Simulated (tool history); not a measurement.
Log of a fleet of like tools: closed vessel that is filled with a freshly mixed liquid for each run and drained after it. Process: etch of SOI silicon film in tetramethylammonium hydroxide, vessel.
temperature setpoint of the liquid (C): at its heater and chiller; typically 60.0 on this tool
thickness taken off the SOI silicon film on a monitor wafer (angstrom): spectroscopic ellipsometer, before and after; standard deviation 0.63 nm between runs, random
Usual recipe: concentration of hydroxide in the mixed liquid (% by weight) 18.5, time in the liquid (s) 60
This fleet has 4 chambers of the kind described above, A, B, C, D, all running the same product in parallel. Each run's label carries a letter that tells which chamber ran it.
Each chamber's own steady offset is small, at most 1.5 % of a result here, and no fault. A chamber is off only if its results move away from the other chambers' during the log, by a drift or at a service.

run	hour	temperature setpoint of the liquid (C)	concentration of hydroxide in the mixed liquid (% by weight)	time in the liquid (s)	hours since the thermometer was replaced	hours since the hydroxide flow meter was replaced	read-back film thickness of the SOI silicon film reference wafer, read on the same gauge (nm)	thickness taken off the SOI silicon film on a monitor wafer (angstrom)
1B	12.0	60.0	18.5	60	110.4	514.5	129.99	1809.7
2C	19.3	60.0	18.5	60	355.3	532.7	130.00	1764.4
3A	25.2	60.0	18.5	60	683.7	32.6	130.00	1797.8
4D	35.3	60.0	18.5	60	502.7	1298.1	130.00	1804.0
5B	45.2	60.0	18.5	60	143.6	547.7	130.03	1816.5
6A	55.9	60.0	18.5	60	714.4	63.3	129.99	1814.7
7C	64.6	60.0	18.5	60	400.6	578.0	130.02	1786.4
8D	72.6	60.0	18.5	60	540.0	1335.4	130.03	1802.2
9D	83.3	60.0	18.5	60	550.7	1346.1	129.98	1799.1
10B	95.3	60.0	23.0	90	193.7	597.8	130.01	2406.0
11C	103.9	60.0	23.0	90	439.9	617.3	130.04	2330.8
12A	114.9	60.0	23.0	90	773.4	122.3	129.99	2369.2
13A	125.5	60.0	23.0	90	784.0	132.9	130.00	2387.1
# hour 127.0: chamber D: thermometer replaced
14B	138.7	60.0	18.5	60	237.1	641.2	130.00	1833.6
15C	149.3	60.0	18.5	60	485.3	662.7	130.00	1771.9
16D	156.5	60.0	18.5	60	29.5	1419.3	130.00	1804.0
17C	164.1	60.0	18.5	60	500.1	677.5	130.04	1784.4
18B	173.1	60.0	18.5	60	271.5	675.6	129.99	1833.8
19A	186.0	60.0	18.5	60	844.5	193.4	130.05	1809.1
20D	194.9	60.0	18.5	60	67.9	1457.7	129.95	1793.1
21B	207.0	60.0	18.5	60	305.4	709.5	130.00	1840.0
22C	220.1	60.0	18.5	60	556.1	733.5	129.97	1771.2
23D	229.8	60.0	18.5	60	102.8	1492.6	130.03	1802.4
24A	236.7	66.5	18.5	60	895.2	244.1	130.02	2638.4
25C	245.6	66.5	18.5	60	581.6	759.0	130.03	2657.5
26B	253.4	66.5	18.5	60	351.8	755.9	130.01	2759.2
27A	263.4	66.5	18.5	60	921.9	270.8	130.00	2672.7
28D	273.9	60.0	18.5	60	146.9	1536.7	130.03	1794.0
29A	286.6	60.0	18.5	60	945.1	294.0	129.99	1804.3
30B	295.9	60.0	18.5	60	394.3	798.4	130.00	1857.1
31D	308.8	60.0	18.5	60	181.8	1571.6	130.00	1793.3
32C	320.3	60.0	18.5	60	656.3	833.7	129.99	1782.2
33D	328.4	60.0	18.5	60	201.4	1591.2	129.98	1793.7
34B	336.9	60.0	18.5	60	435.3	839.4	129.98	1860.9

The same settings go to every chamber for the next run, one line per chamber below. Forecast the results for each:
35A	346.5	54.0	18.5	60				?
35B	346.5	54.0	18.5	60				?
35C	346.5	54.0	18.5	60				?
35D	346.5	54.0	18.5	60				?

run	thickness taken off the SOI silicon film on a monitor wafer (angstrom)
35A	1229.7
35B	1274.5
35C	1208.1
35D	1227.6

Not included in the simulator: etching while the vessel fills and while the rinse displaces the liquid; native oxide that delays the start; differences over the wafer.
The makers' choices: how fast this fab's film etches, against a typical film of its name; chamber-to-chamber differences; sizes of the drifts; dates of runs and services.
